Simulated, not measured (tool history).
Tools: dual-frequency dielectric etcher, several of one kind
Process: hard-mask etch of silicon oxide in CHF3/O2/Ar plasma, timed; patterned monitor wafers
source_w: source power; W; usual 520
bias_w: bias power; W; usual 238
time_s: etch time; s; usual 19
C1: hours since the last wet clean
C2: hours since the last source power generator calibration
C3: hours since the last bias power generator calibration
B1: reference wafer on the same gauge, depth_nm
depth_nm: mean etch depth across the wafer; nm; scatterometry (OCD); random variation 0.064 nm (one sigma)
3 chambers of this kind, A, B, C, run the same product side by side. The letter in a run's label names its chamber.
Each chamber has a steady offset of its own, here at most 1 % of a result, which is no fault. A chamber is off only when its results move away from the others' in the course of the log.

{"hour": 10.8, "done": "chamber A: wet clean of the chamber"}
{"run": "1A", "hour": 12.8, "source_w": 520, "bias_w": 238, "time_s": 19, "C1": 2.1, "C2": 55.8, "C3": 2866.7, "B1": 42.513, "depth_nm": 39.385}
{"run": "2B", "hour": 26.4, "source_w": 520, "bias_w": 238, "time_s": 19, "C1": 214.4, "C2": 2308.2, "C3": 2216.4, "B1": 42.536, "depth_nm": 39.266}
{"run": "3C", "hour": 38.8, "source_w": 520, "bias_w": 238, "time_s": 19, "C1": 203.2, "C2": 1558.5, "C3": 1426.1, "B1": 42.533, "depth_nm": 39.581}
{"run": "4A", "hour": 48.5, "source_w": 520, "bias_w": 238, "time_s": 19, "C1": 37.8, "C2": 91.5, "C3": 2902.4, "B1": 42.544, "depth_nm": 39.39}
{"run": "5B", "hour": 62.2, "source_w": 520, "bias_w": 238, "time_s": 19, "C1": 250.2, "C2": 2344, "C3": 2252.2, "B1": 42.543, "depth_nm": 39.34}
{"run": "6C", "hour": 72.4, "source_w": 520, "bias_w": 238, "time_s": 19, "C1": 236.8, "C2": 1592.1, "C3": 1459.7, "B1": 42.553, "depth_nm": 39.533}
{"run": "7C", "hour": 78.9, "source_w": 520, "bias_w": 238, "time_s": 19, "C1": 243.3, "C2": 1598.6, "C3": 1466.2, "B1": 42.559, "depth_nm": 39.63}
{"run": "8A", "hour": 89.6, "source_w": 520, "bias_w": 238, "time_s": 19, "C1": 78.9, "C2": 132.6, "C3": 2943.5, "B1": 42.584, "depth_nm": 39.396}
{"run": "9B", "hour": 101.2, "source_w": 560, "bias_w": 238, "time_s": 14.5, "C1": 289.2, "C2": 2383, "C3": 2291.2, "B1": 42.597, "depth_nm": 30.832}
{"run": "10A", "hour": 114.1, "source_w": 560, "bias_w": 238, "time_s": 14.5, "C1": 103.4, "C2": 157.1, "C3": 2968, "B1": 42.606, "depth_nm": 30.848}
{"run": "11B", "hour": 121.6, "source_w": 560, "bias_w": 238, "time_s": 14.5, "C1": 309.6, "C2": 2403.4, "C3": 2311.6, "B1": 42.597, "depth_nm": 30.929}
{"run": "12C", "hour": 128.5, "source_w": 520, "bias_w": 216, "time_s": 23.5, "C1": 292.9, "C2": 1648.2, "C3": 1515.8, "B1": 42.594, "depth_nm": 47.342}
{"run": "13B", "hour": 143.3, "source_w": 520, "bias_w": 216, "time_s": 23.5, "C1": 331.3, "C2": 2425.1, "C3": 2333.3, "B1": 42.598, "depth_nm": 46.976}
{"run": "14A", "hour": 156.2, "source_w": 520, "bias_w": 216, "time_s": 23.5, "C1": 145.5, "C2": 199.2, "C3": 3010.1, "B1": 42.623, "depth_nm": 47.132}
{"run": "15C", "hour": 168.9, "source_w": 520, "bias_w": 282, "time_s": 19, "C1": 333.3, "C2": 1688.6, "C3": 1556.2, "B1": 42.621, "depth_nm": 42.267}
{"run": "16C", "hour": 181.8, "source_w": 520, "bias_w": 282, "time_s": 19, "C1": 346.2, "C2": 1701.5, "C3": 1569.1, "B1": 42.645, "depth_nm": 42.239}
{"hour": 191.7, "done": "chamber B: bias power generator calibrated"}
{"run": "17B", "hour": 193.2, "source_w": 520, "bias_w": 282, "time_s": 19, "C1": 381.2, "C2": 2475, "C3": 1.6, "B1": 42.654, "depth_nm": 41.7}
{"run": "18A", "hour": 206.3, "source_w": 520, "bias_w": 238, "time_s": 19, "C1": 195.6, "C2": 249.3, "C3": 3060.2, "B1": 42.663, "depth_nm": 39.425}
{"run": "19B", "hour": 218.8, "source_w": 520, "bias_w": 238, "time_s": 19, "C1": 406.8, "C2": 2500.6, "C3": 27.2, "B1": 42.647, "depth_nm": 39.448}
{"run": "20C", "hour": 229.2, "source_w": 520, "bias_w": 238, "time_s": 19, "C1": 393.6, "C2": 1748.9, "C3": 1616.5, "B1": 42.672, "depth_nm": 39.791}
{"run": "21A", "hour": 237.8, "source_w": 520, "bias_w": 238, "time_s": 19, "C1": 227.1, "C2": 280.8, "C3": 3091.7, "B1": 42.697, "depth_nm": 39.462}
{"run": "22A", "hour": 245.3, "source_w": 520, "bias_w": 238, "time_s": 19, "C1": 234.6, "C2": 288.3, "C3": 3099.2, "B1": 42.69, "depth_nm": 39.412}
{"run": "23B", "hour": 259.2, "source_w": 520, "bias_w": 238, "time_s": 19, "C1": 447.2, "C2": 2541, "C3": 67.6, "B1": 42.701, "depth_nm": 39.473}
{"run": "24C", "hour": 268.1, "source_w": 520, "bias_w": 238, "time_s": 19, "C1": 432.5, "C2": 1787.8, "C3": 1655.4, "B1": 42.709, "depth_nm": 39.799}
{"run": "25A", "hour": 277.6, "source_w": 520, "bias_w": 238, "time_s": 19, "C1": 266.9, "C2": 320.6, "C3": 3131.5, "B1": 42.718, "depth_nm": 39.59}
{"run": "26C", "hour": 288.3, "source_w": 520, "bias_w": 238, "time_s": 21, "C1": 452.7, "C2": 1808, "C3": 1675.6, "B1": 42.748, "depth_nm": 43.907}
{"run": "27B", "hour": 298.4, "source_w": 520, "bias_w": 238, "time_s": 21, "C1": 486.4, "C2": 2580.2, "C3": 106.8, "B1": 42.731, "depth_nm": 43.546}
{"run": "28C", "hour": 305.3, "source_w": 520, "bias_w": 238, "time_s": 21, "C1": 469.7, "C2": 1825, "C3": 1692.6, "B1": 42.74, "depth_nm": 43.913}
{"run": "29A", "hour": 320.0, "source_w": 520, "bias_w": 238, "time_s": 19, "C1": 309.3, "C2": 363, "C3": 3173.9, "B1": 42.765, "depth_nm": 39.608}
{"hour": 325.2, "done": "chamber B: wet clean of the chamber"}
{"run": "30B", "hour": 330.8, "source_w": 520, "bias_w": 238, "time_s": 19, "C1": 5.7, "C2": 2612.6, "C3": 139.2, "B1": 42.754, "depth_nm": 39.445}
{"run": "31B", "hour": 344.2, "source_w": 520, "bias_w": 238, "time_s": 19, "C1": 19.1, "C2": 2626, "C3": 152.6, "B1": 42.77, "depth_nm": 39.538}

All 3 chambers run these settings next. Forecast each chamber's results:
{"run": "32A", "hour": 354.9, "source_w": 520, "bias_w": 238, "time_s": 19, "depth_nm": "?"}
{"run": "32B", "hour": 354.9, "source_w": 520, "bias_w": 238, "time_s": 19, "depth_nm": "?"}
{"run": "32C", "hour": 354.9, "source_w": 520, "bias_w": 238, "time_s": 19, "depth_nm": "?"}

run=32A depth_nm=39.599
run=32B depth_nm=39.358
run=32C depth_nm=39.864
